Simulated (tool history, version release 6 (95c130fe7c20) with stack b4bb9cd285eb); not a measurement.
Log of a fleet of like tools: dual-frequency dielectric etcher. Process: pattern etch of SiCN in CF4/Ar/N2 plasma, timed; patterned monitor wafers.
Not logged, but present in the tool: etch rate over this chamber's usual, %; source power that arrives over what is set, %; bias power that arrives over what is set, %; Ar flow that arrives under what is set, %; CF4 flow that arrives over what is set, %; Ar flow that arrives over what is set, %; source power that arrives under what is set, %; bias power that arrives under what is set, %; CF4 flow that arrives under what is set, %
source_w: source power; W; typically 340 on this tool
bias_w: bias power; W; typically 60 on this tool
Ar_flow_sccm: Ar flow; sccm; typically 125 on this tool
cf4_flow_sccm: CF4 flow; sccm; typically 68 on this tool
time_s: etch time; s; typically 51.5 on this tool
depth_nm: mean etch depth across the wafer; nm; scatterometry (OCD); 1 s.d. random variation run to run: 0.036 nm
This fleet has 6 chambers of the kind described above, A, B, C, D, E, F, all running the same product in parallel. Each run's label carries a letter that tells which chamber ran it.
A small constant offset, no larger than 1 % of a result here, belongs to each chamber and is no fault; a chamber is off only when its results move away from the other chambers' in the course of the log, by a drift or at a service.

| run | hour | source_w | bias_w | Ar_flow_sccm | cf4_flow_sccm | time_s | hours since the last wet clean | hours since the last source power generator calibration | hours since the last bias power generator calibration | hours since the last Ar flow controller change | hours since the last CF4 flow controller change | read-back reference wafer on the same gauge, depth_nm | depth_nm |
|---|---|---|---|---|---|---|---|---|---|---|---|---|---|
| 1F | 13.7 | 340 | 60 | 125 | 68 | 51.5 | 283.3 | 2080.5 | 1420.3 | 1523.6 | 2471.8 | 35.496 | 31.157 |
| 2E | 20.6 | 340 | 60 | 125 | 68 | 51.5 | 38.4 | 2362.9 | 319.3 | 1494.0 | 208.6 | 35.485 | 31.082 |
| 3D | 31.2 | 340 | 60 | 125 | 68 | 51.5 | 232.6 | 3231.0 | 2353.1 | 984.3 | 2002.8 | 35.483 | 31.241 |
| 4B | 42.7 | 340 | 60 | 125 | 68 | 51.5 | 329.3 | 518.2 | 828.2 | 1149.2 | 1038.2 | 35.489 | 30.999 |
|  | 49.8 | chamber D: source power generator calibrated |
| 5A | 54.0 | 340 | 65 | 125 | 68 | 51.5 | 372.9 | 1833.1 | 1063.0 | 3730.1 | 135.5 | 35.484 | 32.175 |
| 6C | 60.8 | 340 | 65 | 125 | 68 | 51.5 | 444.0 | 907.6 | 1800.0 | 765.5 | 2752.6 | 35.479 | 32.134 |
| 7B | 74.7 | 340 | 65 | 125 | 68 | 51.5 | 361.3 | 550.2 | 860.2 | 1181.2 | 1070.2 | 35.471 | 31.904 |
| 8F | 85.5 | 340 | 65 | 125 | 68 | 51.5 | 355.1 | 2152.3 | 1492.1 | 1595.4 | 2543.6 | 35.469 | 32.008 |
| 9C | 99.2 | 340 | 65 | 125 | 68 | 51.5 | 482.4 | 946.0 | 1838.4 | 803.9 | 2791.0 | 35.467 | 32.106 |
| 10D | 113.2 | 340 | 65 | 125 | 68 | 51.5 | 314.6 | 63.5 | 2435.1 | 1066.3 | 2084.8 | 35.462 | 32.101 |
| 11A | 121.1 | 340 | 60 | 125 | 68 | 51.5 | 440.0 | 1900.2 | 1130.1 | 3797.2 | 202.6 | 35.456 | 31.308 |
|  | 128.1 | chamber A: wet clean of the chamber |
| 12E | 129.8 | 340 | 46 | 125 | 68 | 66.0 | 147.6 | 2472.1 | 428.5 | 1603.2 | 317.8 | 35.466 | 36.512 |
| 13E | 139.2 | 340 | 46 | 125 | 68 | 66.0 | 157.0 | 2481.5 | 437.9 | 1612.6 | 327.2 | 35.450 | 36.469 |
| 14A | 149.1 | 340 | 46 | 125 | 68 | 66.0 | 21.1 | 1928.2 | 1158.1 | 3825.2 | 230.6 | 35.440 | 36.563 |
| 15B | 157.0 | 340 | 46 | 125 | 68 | 66.0 | 443.6 | 632.5 | 942.5 | 1263.5 | 1152.5 | 35.458 | 36.210 |
| 16F | 170.7 | 340 | 46 | 125 | 68 | 66.0 | 440.3 | 2237.5 | 1577.3 | 1680.6 | 2628.8 | 35.434 | 36.362 |
| 17C | 180.4 | 340 | 46 | 125 | 68 | 66.0 | 563.6 | 1027.2 | 1919.6 | 885.1 | 2872.2 | 35.436 | 36.428 |
| 18D | 190.1 | 340 | 60 | 125 | 68 | 51.5 | 391.5 | 140.4 | 2512.0 | 1143.2 | 2161.7 | 35.436 | 31.197 |
| 19A | 203.5 | 340 | 60 | 125 | 68 | 51.5 | 75.5 | 1982.6 | 1212.5 | 3879.6 | 285.0 | 35.417 | 31.233 |
| 20E | 213.8 | 340 | 60 | 125 | 62 | 51.5 | 231.6 | 2556.1 | 512.5 | 1687.2 | 401.8 | 35.429 | 30.620 |
| 21F | 227.9 | 340 | 60 | 125 | 62 | 51.5 | 497.5 | 2294.7 | 1634.5 | 1737.8 | 2686.0 | 35.424 | 30.634 |
| 22B | 234.6 | 340 | 60 | 125 | 62 | 51.5 | 521.2 | 710.1 | 1020.1 | 1341.1 | 1230.1 | 35.427 | 30.494 |
|  | 242.1 | chamber F: wet clean of the chamber |
| 23D | 245.1 | 340 | 60 | 125 | 62 | 51.5 | 446.5 | 195.4 | 2567.0 | 1198.2 | 2216.7 | 35.410 | 30.729 |
| 24C | 255.4 | 340 | 60 | 125 | 62 | 51.5 | 638.6 | 1102.2 | 1994.6 | 960.1 | 2947.2 | 35.411 | 30.663 |
| 25E | 267.7 | 340 | 60 | 125 | 62 | 51.5 | 285.5 | 2610.0 | 566.4 | 1741.1 | 455.7 | 35.396 | 30.586 |
|  | 280.4 | chamber C: wet clean of the chamber |
|  | 280.9 | chamber C: CF4 flow controller replaced |
| 26B | 281.3 | 300 | 60 | 125 | 68 | 51.5 | 567.9 | 756.8 | 1066.8 | 1387.8 | 1276.8 | 35.392 | 27.791 |
| 27F | 291.0 | 300 | 60 | 125 | 68 | 51.5 | 48.9 | 2357.8 | 1697.6 | 1800.9 | 2749.1 | 35.392 | 27.811 |
| 28D | 305.4 | 300 | 60 | 125 | 68 | 51.5 | 506.8 | 255.7 | 2627.3 | 1258.5 | 2277.0 | 35.393 | 27.924 |
|  | 306.0 | chamber C: bias power generator calibrated |
| 29A | 315.8 | 300 | 60 | 125 | 68 | 51.5 | 187.8 | 2094.9 | 1324.8 | 3991.9 | 397.3 | 35.393 | 28.023 |
|  | 325.8 | chamber D: wet clean of the chamber |
| 30C | 327.3 | 300 | 60 | 125 | 68 | 51.5 | 47.0 | 1174.1 | 21.4 | 1032.0 | 46.4 | 35.393 | 27.941 |
| 31A | 337.3 | 300 | 60 | 125 | 68 | 51.5 | 209.3 | 2116.4 | 1346.3 | 4013.4 | 418.8 | 35.375 | 27.996 |
| 32F | 349.4 | 340 | 60 | 125 | 68 | 51.5 | 107.3 | 2416.2 | 1756.0 | 1859.3 | 2807.5 | 35.373 | 31.014 |
| 33D | 361.1 | 340 | 60 | 125 | 68 | 51.5 | 35.3 | 311.4 | 2683.0 | 1314.2 | 2332.7 | 35.376 | 31.168 |
|  | 369.6 | chamber B: wet clean of the chamber |
| 34E | 372.2 | 340 | 60 | 125 | 80 | 51.5 | 390.0 | 2714.5 | 670.9 | 1845.6 | 560.2 | 35.362 | 31.813 |
| 35C | 383.0 | 340 | 60 | 125 | 80 | 51.5 | 102.7 | 1229.8 | 77.1 | 1087.7 | 102.1 | 35.368 | 31.969 |
| 36B | 395.9 | 340 | 60 | 125 | 80 | 51.5 | 26.3 | 871.4 | 1181.4 | 1502.4 | 1391.4 | 35.357 | 31.766 |
| 37D | 408.4 | 340 | 60 | 125 | 80 | 51.5 | 82.6 | 358.7 | 2730.3 | 1361.5 | 2380.0 | 35.360 | 31.987 |
| 38B | 415.0 | 340 | 60 | 125 | 80 | 51.5 | 45.4 | 890.5 | 1200.5 | 1521.5 | 1410.5 | 35.353 | 31.702 |
| 39F | 425.7 | 340 | 60 | 125 | 80 | 51.5 | 183.6 | 2492.5 | 1832.3 | 1935.6 | 2883.8 | 35.344 | 31.914 |
| 40A | 434.3 | 340 | 60 | 125 | 68 | 51.5 | 306.3 | 2213.4 | 1443.3 | 4110.4 | 515.8 | 35.348 | 31.212 |
| 41C | 440.7 | 340 | 60 | 125 | 68 | 51.5 | 160.4 | 1287.5 | 134.8 | 1145.4 | 159.8 | 35.344 | 31.097 |
|  | 446.6 | chamber E: wet clean of the chamber |
| 42E | 453.9 | 340 | 60 | 125 | 68 | 51.5 | 7.4 | 2796.2 | 752.6 | 1927.3 | 641.9 | 35.334 | 31.004 |

Read the log: is a single chamber off, either drifting away or since a service, is the gauge that measures every chamber drifting, or is nothing wrong beyond small per-chamber offsets? Name any odd chamber and what most likely caused it.

Gauge drift. The chambers move together only on paper, and none stands off.
Likeliest cause: gauge reads low (%) = 0.473.
